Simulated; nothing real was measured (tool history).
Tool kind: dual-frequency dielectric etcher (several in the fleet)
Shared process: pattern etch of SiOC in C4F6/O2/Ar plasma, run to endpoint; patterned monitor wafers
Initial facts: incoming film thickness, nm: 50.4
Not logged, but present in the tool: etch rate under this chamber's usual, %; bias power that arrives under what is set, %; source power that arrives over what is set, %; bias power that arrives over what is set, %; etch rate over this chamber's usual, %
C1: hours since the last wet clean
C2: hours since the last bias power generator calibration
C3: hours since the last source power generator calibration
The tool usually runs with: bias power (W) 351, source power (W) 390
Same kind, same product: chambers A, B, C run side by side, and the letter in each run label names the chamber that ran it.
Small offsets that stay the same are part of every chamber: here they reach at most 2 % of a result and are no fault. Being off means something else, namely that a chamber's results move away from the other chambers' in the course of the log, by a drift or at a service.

{"run": "1B", "hour": 10.7, "bias power (W)": 351, "source power (W)": 390, "C1": 333.6, "C2": 882.7, "C3": 38.2, "endpoint time (s)": 19.381}
{"hour": 12.5, "done": "chamber B: wet clean of the chamber"}
{"run": "2C", "hour": 18.2, "bias power (W)": 351, "source power (W)": 390, "C1": 168.5, "C2": 1233.8, "C3": 1519.6, "endpoint time (s)": 19.108}
{"run": "3A", "hour": 27.4, "bias power (W)": 351, "source power (W)": 390, "C1": 218.9, "C2": 2498.9, "C3": 3472.6, "endpoint time (s)": 19.536}
{"run": "4A", "hour": 35.4, "bias power (W)": 351, "source power (W)": 390, "C1": 226.9, "C2": 2506.9, "C3": 3480.6, "endpoint time (s)": 19.566}
{"run": "5C", "hour": 43.4, "bias power (W)": 351, "source power (W)": 390, "C1": 193.7, "C2": 1259.0, "C3": 1544.8, "endpoint time (s)": 19.154}
{"run": "6B", "hour": 54.4, "bias power (W)": 351, "source power (W)": 390, "C1": 42.0, "C2": 926.4, "C3": 81.9, "endpoint time (s)": 19.303}
{"run": "7B", "hour": 61.6, "bias power (W)": 351, "source power (W)": 390, "C1": 49.2, "C2": 933.6, "C3": 89.1, "endpoint time (s)": 19.338}
{"run": "8A", "hour": 69.3, "bias power (W)": 351, "source power (W)": 390, "C1": 260.8, "C2": 2540.8, "C3": 3514.5, "endpoint time (s)": 19.676}
{"run": "9C", "hour": 77.1, "bias power (W)": 351, "source power (W)": 390, "C1": 227.4, "C2": 1292.7, "C3": 1578.5, "endpoint time (s)": 18.969}
{"run": "10B", "hour": 86.5, "bias power (W)": 351, "source power (W)": 390, "C1": 74.1, "C2": 958.5, "C3": 114.0, "endpoint time (s)": 19.375}
{"run": "11C", "hour": 95.7, "bias power (W)": 351, "source power (W)": 390, "C1": 246.0, "C2": 1311.3, "C3": 1597.1, "endpoint time (s)": 19.008}
{"run": "12A", "hour": 101.8, "bias power (W)": 351, "source power (W)": 390, "C1": 293.3, "C2": 2573.3, "C3": 3547.0, "endpoint time (s)": 19.812}
{"run": "13B", "hour": 110.5, "bias power (W)": 399, "source power (W)": 390, "C1": 98.1, "C2": 982.5, "C3": 138.0, "endpoint time (s)": 18.609}
{"run": "14A", "hour": 118.6, "bias power (W)": 399, "source power (W)": 390, "C1": 310.1, "C2": 2590.1, "C3": 3563.8, "endpoint time (s)": 18.904}
{"run": "15C", "hour": 129.1, "bias power (W)": 399, "source power (W)": 390, "C1": 279.4, "C2": 1344.7, "C3": 1630.5, "endpoint time (s)": 18.339}
{"run": "16B", "hour": 135.8, "bias power (W)": 351, "source power (W)": 390, "C1": 123.4, "C2": 1007.8, "C3": 163.3, "endpoint time (s)": 19.383}
{"run": "17A", "hour": 145.6, "bias power (W)": 351, "source power (W)": 390, "C1": 337.1, "C2": 2617.1, "C3": 3590.8, "endpoint time (s)": 19.732}
{"run": "18C", "hour": 151.7, "bias power (W)": 351, "source power (W)": 390, "C1": 302.0, "C2": 1367.3, "C3": 1653.1, "endpoint time (s)": 19.131}
{"run": "19A", "hour": 161.2, "bias power (W)": 351, "source power (W)": 390, "C1": 352.7, "C2": 2632.7, "C3": 3606.4, "endpoint time (s)": 20.087}
{"run": "20B", "hour": 169.9, "bias power (W)": 351, "source power (W)": 390, "C1": 157.5, "C2": 1041.9, "C3": 197.4, "endpoint time (s)": 19.338}
{"run": "21C", "hour": 178.3, "bias power (W)": 351, "source power (W)": 390, "C1": 328.6, "C2": 1393.9, "C3": 1679.7, "endpoint time (s)": 18.999}
{"run": "22A", "hour": 184.6, "bias power (W)": 351, "source power (W)": 390, "C1": 376.1, "C2": 2656.1, "C3": 3629.8, "endpoint time (s)": 20.028}
{"run": "23B", "hour": 191.7, "bias power (W)": 351, "source power (W)": 390, "C1": 179.3, "C2": 1063.7, "C3": 219.2, "endpoint time (s)": 19.228}
{"run": "24C", "hour": 199.6, "bias power (W)": 382, "source power (W)": 470, "C1": 349.9, "C2": 1415.2, "C3": 1701.0, "endpoint time (s)": 17.303}
{"run": "25B", "hour": 207.3, "bias power (W)": 382, "source power (W)": 470, "C1": 194.9, "C2": 1079.3, "C3": 234.8, "endpoint time (s)": 17.526}
{"hour": 208.5, "done": "chamber C: source power generator calibrated"}
{"run": "26A", "hour": 213.4, "bias power (W)": 382, "source power (W)": 470, "C1": 404.9, "C2": 2684.9, "C3": 3658.6, "endpoint time (s)": 18.262}
{"run": "27C", "hour": 225.1, "bias power (W)": 351, "source power (W)": 390, "C1": 375.4, "C2": 1440.7, "C3": 16.7, "endpoint time (s)": 19.162}
{"run": "28A", "hour": 233.1, "bias power (W)": 351, "source power (W)": 390, "C1": 424.6, "C2": 2704.6, "C3": 3678.3, "endpoint time (s)": 20.356}
{"hour": 239.9, "done": "chamber C: wet clean of the chamber"}
{"run": "29B", "hour": 240.2, "bias power (W)": 351, "source power (W)": 390, "C1": 227.8, "C2": 1112.2, "C3": 267.7, "endpoint time (s)": 19.476}
{"run": "30C", "hour": 250.1, "bias power (W)": 351, "source power (W)": 390, "C1": 10.3, "C2": 1465.7, "C3": 41.7, "endpoint time (s)": 19.002}

The same settings go to every chamber for the next run, one line per chamber below. Forecast the results for each:
{"run": "31A", "hour": 258.4, "bias power (W)": 351, "source power (W)": 390, "endpoint time (s)": "?"}
{"run": "31B", "hour": 258.4, "bias power (W)": 351, "source power (W)": 390, "endpoint time (s)": "?"}
{"run": "31C", "hour": 258.4, "bias power (W)": 351, "source power (W)": 390, "endpoint time (s)": "?"}

run=31A endpoint_time_(s)=20.578
run=31B endpoint_time_(s)=19.199
run=31C endpoint_time_(s)=19.102
